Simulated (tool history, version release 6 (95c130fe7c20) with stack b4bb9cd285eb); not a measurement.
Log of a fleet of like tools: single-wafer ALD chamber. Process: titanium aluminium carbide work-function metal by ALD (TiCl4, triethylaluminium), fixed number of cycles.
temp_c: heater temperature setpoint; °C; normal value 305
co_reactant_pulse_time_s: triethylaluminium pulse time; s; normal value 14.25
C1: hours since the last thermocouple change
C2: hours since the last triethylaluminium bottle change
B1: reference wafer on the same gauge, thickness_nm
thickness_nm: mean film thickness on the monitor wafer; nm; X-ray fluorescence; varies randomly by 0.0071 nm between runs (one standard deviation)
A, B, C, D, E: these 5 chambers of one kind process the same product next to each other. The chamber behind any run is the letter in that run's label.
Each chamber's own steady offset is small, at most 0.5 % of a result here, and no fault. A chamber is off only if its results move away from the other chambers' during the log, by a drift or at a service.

{"run": "1D", "hour": 3.7, "temp_c": 305, "co_reactant_pulse_time_s": 14.25, "C1": 1996.2, "C2": 1832.8, "B1": 2.3895, "thickness_nm": 2.0779}
{"hour": 6.9, "done": "chamber D: triethylaluminium bottle replaced"}
{"run": "2B", "hour": 8.2, "temp_c": 305, "co_reactant_pulse_time_s": 14.25, "C1": 819.9, "C2": 129.1, "B1": 2.3907, "thickness_nm": 2.1049}
{"run": "3E", "hour": 12.1, "temp_c": 305, "co_reactant_pulse_time_s": 14.25, "C1": 2622.4, "C2": 257.1, "B1": 2.3893, "thickness_nm": 2.0793}
{"run": "4A", "hour": 16.6, "temp_c": 305, "co_reactant_pulse_time_s": 14.25, "C1": 386.6, "C2": 504.6, "B1": 2.3895, "thickness_nm": 2.1055}
{"run": "5C", "hour": 18.8, "temp_c": 305, "co_reactant_pulse_time_s": 14.25, "C1": 719.9, "C2": 849.5, "B1": 2.3896, "thickness_nm": 2.0888}
{"run": "6C", "hour": 21.3, "temp_c": 305, "co_reactant_pulse_time_s": 14.25, "C1": 722.4, "C2": 852.0, "B1": 2.3899, "thickness_nm": 2.0899}
{"run": "7B", "hour": 26.0, "temp_c": 305, "co_reactant_pulse_time_s": 14.25, "C1": 837.7, "C2": 146.9, "B1": 2.389, "thickness_nm": 2.1031}
{"run": "8A", "hour": 29.2, "temp_c": 305, "co_reactant_pulse_time_s": 14.25, "C1": 399.2, "C2": 517.2, "B1": 2.3907, "thickness_nm": 2.0937}
{"run": "9D", "hour": 32.9, "temp_c": 305, "co_reactant_pulse_time_s": 14.25, "C1": 2025.4, "C2": 26.1, "B1": 2.39, "thickness_nm": 2.0874}
{"run": "10E", "hour": 36.5, "temp_c": 305, "co_reactant_pulse_time_s": 14.25, "C1": 2646.8, "C2": 281.5, "B1": 2.3915, "thickness_nm": 2.0939}
{"run": "11E", "hour": 39.1, "temp_c": 305, "co_reactant_pulse_time_s": 14.25, "C1": 2649.4, "C2": 284.1, "B1": 2.39, "thickness_nm": 2.0937}
{"run": "12A", "hour": 43.5, "temp_c": 291, "co_reactant_pulse_time_s": 8.92, "C1": 413.5, "C2": 531.5, "B1": 2.3912, "thickness_nm": 1.886}
{"run": "13B", "hour": 47.8, "temp_c": 291, "co_reactant_pulse_time_s": 8.92, "C1": 859.5, "C2": 168.7, "B1": 2.3897, "thickness_nm": 1.9028}
{"run": "14D", "hour": 50.9, "temp_c": 291, "co_reactant_pulse_time_s": 8.92, "C1": 2043.4, "C2": 44.1, "B1": 2.3883, "thickness_nm": 1.893}
{"run": "15C", "hour": 53.6, "temp_c": 291, "co_reactant_pulse_time_s": 8.92, "C1": 754.7, "C2": 884.3, "B1": 2.3881, "thickness_nm": 1.8827}
{"run": "16E", "hour": 57.3, "temp_c": 291, "co_reactant_pulse_time_s": 8.92, "C1": 2667.6, "C2": 302.3, "B1": 2.3905, "thickness_nm": 1.8788}
{"run": "17D", "hour": 60.7, "temp_c": 305, "co_reactant_pulse_time_s": 14.25, "C1": 2053.2, "C2": 53.9, "B1": 2.3914, "thickness_nm": 2.0984}
{"run": "18A", "hour": 64.7, "temp_c": 305, "co_reactant_pulse_time_s": 14.25, "C1": 434.7, "C2": 552.7, "B1": 2.3885, "thickness_nm": 2.1038}
{"run": "19B", "hour": 68.8, "temp_c": 305, "co_reactant_pulse_time_s": 14.25, "C1": 880.5, "C2": 189.7, "B1": 2.39, "thickness_nm": 2.1023}
{"run": "20C", "hour": 72.3, "temp_c": 305, "co_reactant_pulse_time_s": 14.25, "C1": 773.4, "C2": 903.0, "B1": 2.3894, "thickness_nm": 2.0895}
{"run": "21E", "hour": 74.5, "temp_c": 305, "co_reactant_pulse_time_s": 14.25, "C1": 2684.8, "C2": 319.5, "B1": 2.3901, "thickness_nm": 2.0799}
{"run": "22B", "hour": 78.4, "temp_c": 305, "co_reactant_pulse_time_s": 14.25, "C1": 890.1, "C2": 199.3, "B1": 2.3894, "thickness_nm": 2.1005}
{"run": "23A", "hour": 81.7, "temp_c": 305, "co_reactant_pulse_time_s": 14.25, "C1": 451.7, "C2": 569.7, "B1": 2.3901, "thickness_nm": 2.0919}
{"run": "24D", "hour": 84.3, "temp_c": 305, "co_reactant_pulse_time_s": 14.25, "C1": 2076.8, "C2": 77.5, "B1": 2.3901, "thickness_nm": 2.095}
{"run": "25C", "hour": 88.5, "temp_c": 305, "co_reactant_pulse_time_s": 14.25, "C1": 789.6, "C2": 919.2, "B1": 2.39, "thickness_nm": 2.0842}
{"run": "26E", "hour": 92.6, "temp_c": 305, "co_reactant_pulse_time_s": 14.25, "C1": 2702.9, "C2": 337.6, "B1": 2.3899, "thickness_nm": 2.0803}
{"run": "27B", "hour": 96.2, "temp_c": 305, "co_reactant_pulse_time_s": 14.25, "C1": 907.9, "C2": 217.1, "B1": 2.3898, "thickness_nm": 2.0943}
{"run": "28D", "hour": 100.4, "temp_c": 305, "co_reactant_pulse_time_s": 14.25, "C1": 2092.9, "C2": 93.6, "B1": 2.3874, "thickness_nm": 2.0942}
{"run": "29C", "hour": 104.2, "temp_c": 316, "co_reactant_pulse_time_s": 9.04, "C1": 805.3, "C2": 934.9, "B1": 2.3885, "thickness_nm": 2.1177}
{"run": "30A", "hour": 107.2, "temp_c": 316, "co_reactant_pulse_time_s": 9.04, "C1": 477.2, "C2": 595.2, "B1": 2.3896, "thickness_nm": 2.1024}
{"run": "31C", "hour": 110.8, "temp_c": 316, "co_reactant_pulse_time_s": 9.04, "C1": 811.9, "C2": 941.5, "B1": 2.3903, "thickness_nm": 2.0991}
{"run": "32E", "hour": 114.6, "temp_c": 316, "co_reactant_pulse_time_s": 9.04, "C1": 2724.9, "C2": 359.6, "B1": 2.3907, "thickness_nm": 2.1105}
{"run": "33D", "hour": 118.2, "temp_c": 316, "co_reactant_pulse_time_s": 9.04, "C1": 2110.7, "C2": 111.4, "B1": 2.3901, "thickness_nm": 2.1204}

The same settings go to every chamber for the next run, one line per chamber below. Forecast the results for each:
{"run": "34A", "hour": 121.6, "temp_c": 305, "co_reactant_pulse_time_s": 8.83, "thickness_nm": "?"}
{"run": "34B", "hour": 121.6, "temp_c": 305, "co_reactant_pulse_time_s": 8.83, "thickness_nm": "?"}
{"run": "34C", "hour": 121.6, "temp_c": 305, "co_reactant_pulse_time_s": 8.83, "thickness_nm": "?"}
{"run": "34D", "hour": 121.6, "temp_c": 305, "co_reactant_pulse_time_s": 8.83, "thickness_nm": "?"}
{"run": "34E", "hour": 121.6, "temp_c": 305, "co_reactant_pulse_time_s": 8.83, "thickness_nm": "?"}

run=34A thickness_nm=2.0104
run=34B thickness_nm=2.0178
run=34C thickness_nm=1.9925
run=34D thickness_nm=2.0136
run=34E thickness_nm=2.0139
